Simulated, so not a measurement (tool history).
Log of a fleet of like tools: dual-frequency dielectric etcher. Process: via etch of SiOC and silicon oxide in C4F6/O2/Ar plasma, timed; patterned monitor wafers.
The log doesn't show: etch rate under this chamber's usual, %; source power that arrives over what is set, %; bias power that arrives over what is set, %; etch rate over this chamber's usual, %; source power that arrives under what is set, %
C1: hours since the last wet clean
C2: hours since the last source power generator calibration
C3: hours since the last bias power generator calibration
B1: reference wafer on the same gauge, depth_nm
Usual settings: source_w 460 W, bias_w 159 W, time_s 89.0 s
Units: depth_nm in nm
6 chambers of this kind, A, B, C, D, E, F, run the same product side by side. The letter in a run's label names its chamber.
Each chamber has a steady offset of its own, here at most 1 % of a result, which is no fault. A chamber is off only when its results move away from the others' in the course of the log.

{"run": "1C", "hour": 3.2, "source_w": 460, "bias_w": 159, "time_s": 89.0, "C1": 373.9, "C2": 2082.5, "C3": 2541.5, "B1": 92.982, "depth_nm": 102.06}
{"run": "2A", "hour": 6.7, "source_w": 460, "bias_w": 159, "time_s": 89.0, "C1": 459.1, "C2": 1268.5, "C3": 1879.3, "B1": 93.014, "depth_nm": 102.58}
{"run": "3E", "hour": 10.0, "source_w": 460, "bias_w": 159, "time_s": 89.0, "C1": 10.9, "C2": 833.1, "C3": 281.6, "B1": 92.967, "depth_nm": 102.63}
{"run": "4F", "hour": 13.9, "source_w": 460, "bias_w": 159, "time_s": 89.0, "C1": 209.6, "C2": 1092.2, "C3": 118.2, "B1": 92.945, "depth_nm": 102.1}
{"run": "5D", "hour": 18.6, "source_w": 460, "bias_w": 159, "time_s": 89.0, "C1": 430.8, "C2": 1750.1, "C3": 2627.5, "B1": 92.911, "depth_nm": 102.21}
{"run": "6B", "hour": 22.5, "source_w": 460, "bias_w": 159, "time_s": 89.0, "C1": 468.9, "C2": 272.1, "C3": 624.4, "B1": 92.895, "depth_nm": 102.37}
{"run": "7E", "hour": 27.8, "source_w": 460, "bias_w": 159, "time_s": 89.0, "C1": 28.7, "C2": 850.9, "C3": 299.4, "B1": 92.934, "depth_nm": 102.61}
{"run": "8C", "hour": 32.9, "source_w": 460, "bias_w": 159, "time_s": 89.0, "C1": 403.6, "C2": 2112.2, "C3": 2571.2, "B1": 92.899, "depth_nm": 102.12}
{"run": "9F", "hour": 36.4, "source_w": 460, "bias_w": 159, "time_s": 89.0, "C1": 232.1, "C2": 1114.7, "C3": 140.7, "B1": 92.87, "depth_nm": 101.62}
{"run": "10D", "hour": 41.4, "source_w": 460, "bias_w": 159, "time_s": 89.0, "C1": 453.6, "C2": 1772.9, "C3": 2650.3, "B1": 92.847, "depth_nm": 102.37}
{"run": "11B", "hour": 46.8, "source_w": 460, "bias_w": 159, "time_s": 89.0, "C1": 493.2, "C2": 296.4, "C3": 648.7, "B1": 92.851, "depth_nm": 102.56}
{"run": "12A", "hour": 49.5, "source_w": 460, "bias_w": 159, "time_s": 89.0, "C1": 501.9, "C2": 1311.3, "C3": 1922.1, "B1": 92.807, "depth_nm": 102.02}
{"run": "13E", "hour": 53.4, "source_w": 460, "bias_w": 159, "time_s": 113.0, "C1": 54.3, "C2": 876.5, "C3": 325.0, "B1": 92.792, "depth_nm": 129.71}
{"run": "14F", "hour": 56.0, "source_w": 460, "bias_w": 159, "time_s": 113.0, "C1": 251.7, "C2": 1134.3, "C3": 160.3, "B1": 92.795, "depth_nm": 129.27}
{"hour": 58.3, "done": "chamber C: wet clean of the chamber"}
{"run": "15D", "hour": 59.7, "source_w": 460, "bias_w": 159, "time_s": 113.0, "C1": 471.9, "C2": 1791.2, "C3": 2668.6, "B1": 92.779, "depth_nm": 129.64}
{"run": "16C", "hour": 65.1, "source_w": 460, "bias_w": 159, "time_s": 113.0, "C1": 6.8, "C2": 2144.4, "C3": 2603.4, "B1": 92.797, "depth_nm": 129.47}
{"hour": 68.7, "done": "chamber D: wet clean of the chamber"}
{"run": "17B", "hour": 70.2, "source_w": 460, "bias_w": 159, "time_s": 113.0, "C1": 516.6, "C2": 319.8, "C3": 672.1, "B1": 92.744, "depth_nm": 129.94}
{"run": "18A", "hour": 75.3, "source_w": 460, "bias_w": 159, "time_s": 113.0, "C1": 527.7, "C2": 1337.1, "C3": 1947.9, "B1": 92.721, "depth_nm": 129.54}
{"run": "19A", "hour": 80.8, "source_w": 460, "bias_w": 159, "time_s": 89.0, "C1": 533.2, "C2": 1342.6, "C3": 1953.4, "B1": 92.721, "depth_nm": 102.06}
{"run": "20E", "hour": 83.7, "source_w": 460, "bias_w": 159, "time_s": 112.0, "C1": 84.6, "C2": 906.8, "C3": 355.3, "B1": 92.715, "depth_nm": 128.82}
{"run": "21B", "hour": 86.9, "source_w": 460, "bias_w": 159, "time_s": 112.0, "C1": 533.3, "C2": 336.5, "C3": 688.8, "B1": 92.678, "depth_nm": 128.81}
{"run": "22D", "hour": 89.7, "source_w": 460, "bias_w": 159, "time_s": 112.0, "C1": 21.1, "C2": 1821.2, "C3": 2698.6, "B1": 92.666, "depth_nm": 128.73}
{"run": "23C", "hour": 93.8, "source_w": 460, "bias_w": 159, "time_s": 112.0, "C1": 35.5, "C2": 2173.1, "C3": 2632.1, "B1": 92.665, "depth_nm": 127.89}
{"run": "24F", "hour": 96.6, "source_w": 460, "bias_w": 159, "time_s": 112.0, "C1": 292.3, "C2": 1174.9, "C3": 200.9, "B1": 92.686, "depth_nm": 127.99}
{"run": "25C", "hour": 99.6, "source_w": 460, "bias_w": 159, "time_s": 112.0, "C1": 41.3, "C2": 2178.9, "C3": 2637.9, "B1": 92.643, "depth_nm": 127.9}
{"run": "26F", "hour": 103.0, "source_w": 460, "bias_w": 159, "time_s": 89.0, "C1": 298.7, "C2": 1181.3, "C3": 207.3, "B1": 92.62, "depth_nm": 101.75}
{"run": "27B", "hour": 106.3, "source_w": 460, "bias_w": 159, "time_s": 89.0, "C1": 552.7, "C2": 355.9, "C3": 708.2, "B1": 92.633, "depth_nm": 102.12}
{"run": "28D", "hour": 109.6, "source_w": 460, "bias_w": 159, "time_s": 89.0, "C1": 41.0, "C2": 1841.1, "C3": 2718.5, "B1": 92.602, "depth_nm": 102.1}
{"run": "29E", "hour": 113.0, "source_w": 460, "bias_w": 147, "time_s": 89.0, "C1": 113.9, "C2": 936.1, "C3": 384.6, "B1": 92.585, "depth_nm": 99.761}
{"run": "30A", "hour": 118.2, "source_w": 460, "bias_w": 147, "time_s": 89.0, "C1": 570.6, "C2": 1380.0, "C3": 1990.8, "B1": 92.565, "depth_nm": 99.598}
{"run": "31E", "hour": 121.3, "source_w": 460, "bias_w": 147, "time_s": 89.0, "C1": 122.2, "C2": 944.4, "C3": 392.9, "B1": 92.607, "depth_nm": 99.369}
{"run": "32D", "hour": 126.7, "source_w": 460, "bias_w": 147, "time_s": 89.0, "C1": 58.1, "C2": 1858.2, "C3": 2735.6, "B1": 92.545, "depth_nm": 99.526}
{"run": "33C", "hour": 132.3, "source_w": 460, "bias_w": 147, "time_s": 89.0, "C1": 74.0, "C2": 2211.6, "C3": 2670.6, "B1": 92.546, "depth_nm": 99.414}
{"run": "34B", "hour": 134.8, "source_w": 460, "bias_w": 147, "time_s": 89.0, "C1": 581.2, "C2": 384.4, "C3": 736.7, "B1": 92.51, "depth_nm": 99.597}
{"run": "35F", "hour": 137.2, "source_w": 460, "bias_w": 159, "time_s": 89.0, "C1": 332.9, "C2": 1215.5, "C3": 241.5, "B1": 92.498, "depth_nm": 101.6}
{"run": "36A", "hour": 142.1, "source_w": 460, "bias_w": 159, "time_s": 89.0, "C1": 594.5, "C2": 1403.9, "C3": 2014.7, "B1": 92.509, "depth_nm": 101.68}
{"run": "37F", "hour": 144.9, "source_w": 460, "bias_w": 159, "time_s": 89.0, "C1": 340.6, "C2": 1223.2, "C3": 249.2, "B1": 92.472, "depth_nm": 101.4}
{"run": "38B", "hour": 149.1, "source_w": 460, "bias_w": 159, "time_s": 89.0, "C1": 595.5, "C2": 398.7, "C3": 751.0, "B1": 92.451, "depth_nm": 102.01}
{"run": "39C", "hour": 152.2, "source_w": 460, "bias_w": 159, "time_s": 89.0, "C1": 93.9, "C2": 2231.5, "C3": 2690.5, "B1": 92.436, "depth_nm": 101.91}
{"run": "40A", "hour": 156.7, "source_w": 460, "bias_w": 159, "time_s": 89.0, "C1": 609.1, "C2": 1418.5, "C3": 2029.3, "B1": 92.418, "depth_nm": 101.46}
{"run": "41D", "hour": 159.2, "source_w": 460, "bias_w": 159, "time_s": 89.0, "C1": 90.6, "C2": 1890.7, "C3": 2768.1, "B1": 92.431, "depth_nm": 101.57}

Is one chamber off against the others, does the gauge drift, or is nothing wrong? If a chamber is off, say which, and what the likeliest cause is.

The gauge drifts, so all chambers seem to drift together. No chamber is off.
Cause: gauge reads low (%) = 0.63.

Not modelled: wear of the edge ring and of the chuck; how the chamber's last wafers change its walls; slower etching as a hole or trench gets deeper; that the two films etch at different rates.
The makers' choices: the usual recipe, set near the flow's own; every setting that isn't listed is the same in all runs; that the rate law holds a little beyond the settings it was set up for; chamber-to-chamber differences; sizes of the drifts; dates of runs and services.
